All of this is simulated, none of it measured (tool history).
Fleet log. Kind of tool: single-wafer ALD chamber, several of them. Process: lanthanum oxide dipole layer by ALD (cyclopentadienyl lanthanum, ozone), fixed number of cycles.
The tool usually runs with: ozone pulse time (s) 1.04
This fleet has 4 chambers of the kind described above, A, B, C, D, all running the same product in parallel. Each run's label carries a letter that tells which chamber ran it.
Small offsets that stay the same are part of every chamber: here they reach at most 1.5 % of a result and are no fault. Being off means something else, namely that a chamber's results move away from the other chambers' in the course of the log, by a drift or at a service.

run,hour,ozone pulse time (s),hours since the last thermocouple change,hours since the last ozone generator service,"read-back reference wafer on the same gauge, thickness_nm",mean film thickness on the monitor wafer (angstrom)
1B,8.5,1.04,816.6,1756.4,0.55207,5.1062
2A,16.9,1.04,233.1,269.2,0.55219,5.0654
3D,21.6,1.04,1193.7,1488,0.55228,5.0772
4C,26.6,1.04,1131,335.3,0.55246,5.0746
5D,35.9,1.04,1208,1502.3,0.55281,5.0686
6C,45,1.26,1149.4,353.7,0.55296,5.3402
7B,51.3,1.26,859.4,1799.2,0.55287,5.3797
8A,59,1.26,275.2,311.3,0.55296,5.3484
# hour 61.7: chamber D: thermocouple changed; heater temperature recalibrated
9B,67.2,1.26,875.3,1815.1,0.55285,5.3876
# hour 69.3: chamber B: ozone generator serviced
10C,76,1.04,1180.4,384.7,0.55319,5.0991
11D,84.6,1.04,22.9,1551,0.55342,5.0721
12A,89.3,1.34,305.5,341.6,0.5535,5.4129
13B,97.3,1.34,905.4,28.1,0.55342,5.4817
14C,103,1.34,1207.4,411.7,0.55352,5.4197
15D,111.3,1.34,49.6,1577.7,0.55357,5.3863
16A,115.8,1.04,332,368.1,0.55388,5.0856
17A,125.5,1.04,341.7,377.8,0.55388,5.0799
18D,133.5,1.04,71.8,1599.9,0.55394,5.0881
19B,143.5,1.04,951.6,74.3,0.55405,5.1527
20C,150.9,1.04,1255.3,459.6,0.55427,5.0961
21D,157.5,1.04,95.8,1623.9,0.55451,5.0806
22C,165.4,1.04,1269.8,474.1,0.55448,5.082
23A,172.2,1.04,388.4,424.5,0.55473,5.0938
24B,182.2,1.04,990.3,113,0.55479,5.1314
25C,189.7,1.04,1294.1,498.4,0.55505,5.098
26B,198.1,1.04,1006.2,128.9,0.55508,5.1379
27A,203.4,1.04,419.6,455.7,0.55473,5.1057
28D,209.5,1.42,147.8,1675.9,0.55512,5.4797
29D,218.1,1.42,156.4,1684.5,0.55522,5.4804
30A,225,1.42,441.2,477.3,0.55574,5.4981
31B,231.8,1.42,1039.9,162.6,0.55558,5.5521
32C,238.1,1.04,1342.5,546.8,0.55551,5.0889
33D,248,1.04,186.3,1714.4,0.55579,5.1026

Decide between three cases: one chamber stands off from its peers, the gauge reading all wafers drifts, or nothing is wrong past each chamber's small offset. Where a chamber is off, say which and what most likely put it there.

Every chamber seems to shift together because the gauge that measures them all drifts; the chambers themselves are fine.
Cause: gauge reads high (%) = 0.698.
